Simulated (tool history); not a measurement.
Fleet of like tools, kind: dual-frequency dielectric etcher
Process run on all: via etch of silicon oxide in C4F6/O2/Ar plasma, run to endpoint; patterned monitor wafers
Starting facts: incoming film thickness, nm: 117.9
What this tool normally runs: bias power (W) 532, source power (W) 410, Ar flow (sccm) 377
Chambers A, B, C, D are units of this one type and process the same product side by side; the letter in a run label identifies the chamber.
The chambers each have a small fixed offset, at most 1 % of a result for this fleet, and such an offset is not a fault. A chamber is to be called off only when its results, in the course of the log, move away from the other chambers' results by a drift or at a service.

run	hour	bias power (W)	source power (W)	Ar flow (sccm)	endpoint time (s)
1B	6.8	532	410	377	25.831
2C	15.8	532	410	377	25.670
3A	24.5	532	410	377	25.754
4D	34.1	532	410	377	26.097
5A	43.6	599	410	377	24.722
6D	49.7	599	410	377	24.914
# hour 57.0: chamber D: wet clean of the chamber
7C	57.9	599	410	377	24.699
# hour 61.0: chamber B: bias power generator calibrated
8B	62.7	599	410	377	24.583
9D	73.2	532	410	377	25.950
10C	79.1	532	460	377	24.685
11B	84.0	532	460	377	24.642
12A	90.4	532	460	377	24.749
13C	96.7	532	460	377	24.636
14B	103.2	532	410	377	25.729
15A	113.1	532	470	341	24.171
# hour 116.8: chamber A: wet clean of the chamber
16D	118.6	532	470	341	24.309
17B	123.6	532	470	341	24.365
18A	132.4	532	470	341	24.325
19D	142.0	532	410	377	25.858
20C	152.3	532	410	377	25.771
# hour 152.9: chamber C: wet clean of the chamber
21D	159.3	532	410	377	25.968
22A	164.4	532	410	377	25.787
23B	171.1	532	410	377	25.669
24C	177.1	532	410	377	26.918
25D	185.6	532	410	377	26.020
26B	195.6	532	410	377	25.905
27C	205.7	532	340	349	28.420
28A	215.4	532	340	349	27.412
29B	225.8	532	340	349	27.445
30C	235.4	532	340	349	28.639
31D	245.1	532	410	377	25.977
32A	251.9	532	410	377	25.877
33C	257.8	532	410	377	26.939
34B	264.4	532	410	377	25.838

All chambers now run identical settings, listed one chamber a line with results as question marks. What results will each chamber show?
35A	272.0	579	410	377	?
35B	272.0	579	410	377	?
35C	272.0	579	410	377	?
35D	272.0	579	410	377	?

run	endpoint time (s)
35A	25.067
35B	24.936
35C	26.003
35D	25.116
